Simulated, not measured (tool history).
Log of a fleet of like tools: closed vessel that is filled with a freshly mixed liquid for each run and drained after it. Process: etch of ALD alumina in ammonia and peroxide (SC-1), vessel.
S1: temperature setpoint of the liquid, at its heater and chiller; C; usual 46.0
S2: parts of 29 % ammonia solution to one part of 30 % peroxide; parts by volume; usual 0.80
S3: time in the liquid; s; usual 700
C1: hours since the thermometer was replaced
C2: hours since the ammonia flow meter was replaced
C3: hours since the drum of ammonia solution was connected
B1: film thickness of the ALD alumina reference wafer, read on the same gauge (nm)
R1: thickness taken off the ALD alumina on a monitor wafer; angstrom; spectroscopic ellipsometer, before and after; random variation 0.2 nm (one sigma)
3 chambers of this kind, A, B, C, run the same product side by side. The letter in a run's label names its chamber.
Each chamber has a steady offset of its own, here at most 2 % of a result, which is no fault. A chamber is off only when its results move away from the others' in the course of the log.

| run | hour | S1 | S2 | S3 | C1 | C2 | C3 | B1 | R1 |
|---|---|---|---|---|---|---|---|---|---|
| 1A | 7.7 | 46.0 | 0.80 | 700 | 1783.0 | 948.6 | 234.9 | 80.027 | 333.15 |
| 2B | 12.9 | 46.0 | 0.80 | 700 | 427.2 | 879.5 | 350.8 | 79.971 | 332.49 |
| 3C | 19.2 | 46.0 | 0.80 | 700 | 2260.6 | 33.4 | 264.0 | 79.985 | 343.31 |
| 4C | 25.4 | 46.0 | 0.80 | 700 | 2266.8 | 39.6 | 270.2 | 79.976 | 342.20 |
| 5B | 33.9 | 46.0 | 0.80 | 700 | 448.2 | 900.5 | 371.8 | 80.048 | 332.35 |
| 6A | 40.7 | 46.0 | 0.80 | 700 | 1816.0 | 981.6 | 267.9 | 80.018 | 332.59 |
| 7C | 45.5 | 38.0 | 1.05 | 700 | 2286.9 | 59.7 | 290.3 | 79.986 | 219.13 |
| 8B | 50.8 | 38.0 | 1.05 | 700 | 465.1 | 917.4 | 388.7 | 80.021 | 216.06 |
| 9A | 59.5 | 38.0 | 1.05 | 700 | 1834.8 | 1000.4 | 286.7 | 80.017 | 215.81 |
| 10A | 65.7 | 46.0 | 0.80 | 700 | 1841.0 | 1006.6 | 292.9 | 80.005 | 335.89 |
| 11B | 74.7 | 46.0 | 0.80 | 700 | 489.0 | 941.3 | 412.6 | 80.006 | 332.36 |
| 12C | 83.2 | 46.0 | 0.80 | 700 | 2324.6 | 97.4 | 328.0 | 79.998 | 341.86 |
| 13C | 92.7 | 46.0 | 0.80 | 700 | 2334.1 | 106.9 | 337.5 | 80.026 | 338.47 |
| 14A | 101.9 | 46.0 | 0.80 | 700 | 1877.2 | 1042.8 | 329.1 | 80.002 | 333.66 |
| 15B | 108.9 | 46.0 | 0.80 | 700 | 523.2 | 975.5 | 446.8 | 80.019 | 330.02 |
| 16A | 115.6 | 46.0 | 0.80 | 700 | 1890.9 | 1056.5 | 342.8 | 79.992 | 333.88 |
| 17C | 120.9 | 46.0 | 0.80 | 700 | 2362.3 | 135.1 | 365.7 | 79.998 | 341.61 |
| 18B | 128.4 | 46.0 | 0.80 | 700 | 542.7 | 995.0 | 466.3 | 80.040 | 328.54 |
| 19A | 136.5 | 46.0 | 0.80 | 700 | 1911.8 | 1077.4 | 363.7 | 79.984 | 335.73 |
|  | 143.3 | chamber C: thermometer replaced |
| 20C | 146.3 | 46.0 | 0.60 | 700 | 3.0 | 160.5 | 391.1 | 80.005 | 337.42 |
| 21B | 150.9 | 46.0 | 0.60 | 700 | 565.2 | 1017.5 | 488.8 | 80.013 | 319.34 |
| 22B | 158.5 | 46.0 | 0.60 | 700 | 572.8 | 1025.1 | 496.4 | 79.985 | 316.26 |
| 23A | 168.3 | 53.5 | 0.80 | 1045 | 1943.6 | 1109.2 | 395.5 | 80.027 | 750.92 |
| 24C | 176.1 | 53.5 | 0.80 | 1045 | 32.8 | 190.3 | 420.9 | 80.007 | 774.84 |
| 25C | 184.3 | 53.5 | 0.80 | 1045 | 41.0 | 198.5 | 429.1 | 79.994 | 772.85 |
| 26A | 193.6 | 46.0 | 0.80 | 700 | 1968.9 | 1134.5 | 420.8 | 80.019 | 334.23 |
| 27B | 200.1 | 46.0 | 0.80 | 700 | 614.4 | 1066.7 | 538.0 | 80.026 | 323.80 |
|  | 200.4 | chamber B: new drum of ammonia solution connected |
| 28A | 208.1 | 46.0 | 0.80 | 700 | 1983.4 | 1149.0 | 435.3 | 80.017 | 333.57 |
| 29C | 213.2 | 46.0 | 0.80 | 700 | 69.9 | 227.4 | 458.0 | 80.022 | 341.76 |
| 30B | 220.8 | 46.0 | 0.80 | 700 | 635.1 | 1087.4 | 20.4 | 80.001 | 319.06 |
| 31B | 229.3 | 46.0 | 0.80 | 700 | 643.6 | 1095.9 | 28.9 | 80.035 | 319.25 |

All 3 chambers run these settings next. Forecast each chamber's results:
| 32A | 236.3 | 53.5 | 0.80 | 700 |  |  |  |  | ? |
| 32B | 236.3 | 53.5 | 0.80 | 700 |  |  |  |  | ? |
| 32C | 236.3 | 53.5 | 0.80 | 700 |  |  |  |  | ? |

| run | R1 |
|---|---|
| 32A | 504.82 |
| 32B | 485.72 |
| 32C | 517.74 |

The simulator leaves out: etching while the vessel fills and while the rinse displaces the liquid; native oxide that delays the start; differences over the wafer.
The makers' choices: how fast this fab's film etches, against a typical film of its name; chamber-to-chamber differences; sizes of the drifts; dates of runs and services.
